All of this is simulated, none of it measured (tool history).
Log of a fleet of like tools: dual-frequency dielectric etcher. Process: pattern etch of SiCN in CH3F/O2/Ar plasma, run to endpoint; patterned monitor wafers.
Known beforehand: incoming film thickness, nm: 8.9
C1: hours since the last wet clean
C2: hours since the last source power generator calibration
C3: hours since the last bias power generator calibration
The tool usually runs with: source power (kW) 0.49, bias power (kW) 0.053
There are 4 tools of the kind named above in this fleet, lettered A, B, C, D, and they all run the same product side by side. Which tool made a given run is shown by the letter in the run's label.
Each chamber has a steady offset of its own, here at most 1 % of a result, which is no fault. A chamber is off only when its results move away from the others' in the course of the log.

run 1C hour=10.4 | source_power_(kW)=0.49 bias_power_(kW)=0.053 | C1=118.4 C2=3095.5 C3=381.6 | endpoint_time_(s)=24.299
run 2D hour=21.9 | source_power_(kW)=0.49 bias_power_(kW)=0.053 | C1=349.2 C2=4999.8 C3=720.3 | endpoint_time_(s)=24.112
-- hour=25 chamber C: source power generator calibrated
run 3B hour=32.3 | source_power_(kW)=0.49 bias_power_(kW)=0.053 | C1=196 C2=310.1 C3=1119.3 | endpoint_time_(s)=24.304
run 4A hour=41.3 | source_power_(kW)=0.49 bias_power_(kW)=0.053 | C1=281.5 C2=47.5 C3=922.8 | endpoint_time_(s)=24.179
run 5D hour=48.9 | source_power_(kW)=0.49 bias_power_(kW)=0.053 | C1=376.2 C2=5026.8 C3=747.3 | endpoint_time_(s)=24.257
run 6A hour=57.9 | source_power_(kW)=0.49 bias_power_(kW)=0.053 | C1=298.1 C2=64.1 C3=939.4 | endpoint_time_(s)=24.247
run 7C hour=64.2 | source_power_(kW)=0.49 bias_power_(kW)=0.053 | C1=172.2 C2=39.3 C3=435.4 | endpoint_time_(s)=24.307
run 8B hour=74.9 | source_power_(kW)=0.49 bias_power_(kW)=0.053 | C1=238.6 C2=352.7 C3=1161.9 | endpoint_time_(s)=24.325
run 9D hour=86.1 | source_power_(kW)=0.49 bias_power_(kW)=0.053 | C1=413.4 C2=5064 C3=784.5 | endpoint_time_(s)=24.179
run 10A hour=97.4 | source_power_(kW)=0.49 bias_power_(kW)=0.053 | C1=337.6 C2=103.6 C3=978.9 | endpoint_time_(s)=24.057
run 11B hour=108.3 | source_power_(kW)=0.49 bias_power_(kW)=0.053 | C1=272 C2=386.1 C3=1195.3 | endpoint_time_(s)=24.33
run 12C hour=116.9 | source_power_(kW)=0.49 bias_power_(kW)=0.053 | C1=224.9 C2=92 C3=488.1 | endpoint_time_(s)=24.221
run 13D hour=127 | source_power_(kW)=0.49 bias_power_(kW)=0.053 | C1=454.3 C2=5104.9 C3=825.4 | endpoint_time_(s)=24.282
run 14C hour=133.2 | source_power_(kW)=0.54 bias_power_(kW)=0.065 | C1=241.2 C2=108.3 C3=504.4 | endpoint_time_(s)=21.967
run 15A hour=142.8 | source_power_(kW)=0.54 bias_power_(kW)=0.065 | C1=383 C2=149 C3=1024.3 | endpoint_time_(s)=21.812
run 16B hour=153.8 | source_power_(kW)=0.54 bias_power_(kW)=0.065 | C1=317.5 C2=431.6 C3=1240.8 | endpoint_time_(s)=21.894
run 17B hour=163.4 | source_power_(kW)=0.54 bias_power_(kW)=0.065 | C1=327.1 C2=441.2 C3=1250.4 | endpoint_time_(s)=21.857
run 18D hour=172.1 | source_power_(kW)=0.49 bias_power_(kW)=0.053 | C1=499.4 C2=5150 C3=870.5 | endpoint_time_(s)=24.298
run 19C hour=178.6 | source_power_(kW)=0.49 bias_power_(kW)=0.053 | C1=286.6 C2=153.7 C3=549.8 | endpoint_time_(s)=24.285
run 20A hour=188.3 | source_power_(kW)=0.49 bias_power_(kW)=0.053 | C1=428.5 C2=194.5 C3=1069.8 | endpoint_time_(s)=24.188
run 21D hour=198.9 | source_power_(kW)=0.49 bias_power_(kW)=0.053 | C1=526.2 C2=5176.8 C3=897.3 | endpoint_time_(s)=24.452
run 22A hour=208.1 | source_power_(kW)=0.41 bias_power_(kW)=0.053 | C1=448.3 C2=214.3 C3=1089.6 | endpoint_time_(s)=25.816
run 23B hour=213.2 | source_power_(kW)=0.41 bias_power_(kW)=0.053 | C1=376.9 C2=491 C3=1300.2 | endpoint_time_(s)=25.93
run 24C hour=222.4 | source_power_(kW)=0.41 bias_power_(kW)=0.053 | C1=330.4 C2=197.5 C3=593.6 | endpoint_time_(s)=25.957
run 25A hour=228.9 | source_power_(kW)=0.41 bias_power_(kW)=0.053 | C1=469.1 C2=235.1 C3=1110.4 | endpoint_time_(s)=25.863
run 26B hour=235.8 | source_power_(kW)=0.49 bias_power_(kW)=0.053 | C1=399.5 C2=513.6 C3=1322.8 | endpoint_time_(s)=24.318
run 27C hour=244.8 | source_power_(kW)=0.49 bias_power_(kW)=0.053 | C1=352.8 C2=219.9 C3=616 | endpoint_time_(s)=24.427
run 28D hour=253.9 | source_power_(kW)=0.49 bias_power_(kW)=0.053 | C1=581.2 C2=5231.8 C3=952.3 | endpoint_time_(s)=24.166
run 29A hour=259.2 | source_power_(kW)=0.49 bias_power_(kW)=0.053 | C1=499.4 C2=265.4 C3=1140.7 | endpoint_time_(s)=24.177
run 30B hour=266.7 | source_power_(kW)=0.49 bias_power_(kW)=0.053 | C1=430.4 C2=544.5 C3=1353.7 | endpoint_time_(s)=24.24
run 31C hour=272.4 | source_power_(kW)=0.49 bias_power_(kW)=0.053 | C1=380.4 C2=247.5 C3=643.6 | endpoint_time_(s)=24.137
run 32D hour=282.9 | source_power_(kW)=0.49 bias_power_(kW)=0.053 | C1=610.2 C2=5260.8 C3=981.3 | endpoint_time_(s)=24.382
run 33C hour=290.4 | source_power_(kW)=0.42 bias_power_(kW)=0.047 | C1=398.4 C2=265.5 C3=661.6 | endpoint_time_(s)=26.675
run 34B hour=298.5 | source_power_(kW)=0.42 bias_power_(kW)=0.047 | C1=462.2 C2=576.3 C3=1385.5 | endpoint_time_(s)=26.815

For the next run the whole fleet of 4 chambers uses the same settings. Give each chamber's results:
run 35A hour=306.7 | source_power_(kW)=0.49 bias_power_(kW)=0.046 | endpoint_time_(s)=?
run 35B hour=306.7 | source_power_(kW)=0.49 bias_power_(kW)=0.046 | endpoint_time_(s)=?
run 35C hour=306.7 | source_power_(kW)=0.49 bias_power_(kW)=0.046 | endpoint_time_(s)=?
run 35D hour=306.7 | source_power_(kW)=0.49 bias_power_(kW)=0.046 | endpoint_time_(s)=?

run=35A endpoint_time_(s)=25.154
run=35B endpoint_time_(s)=25.225
run=35C endpoint_time_(s)=25.299
run=35D endpoint_time_(s)=25.43
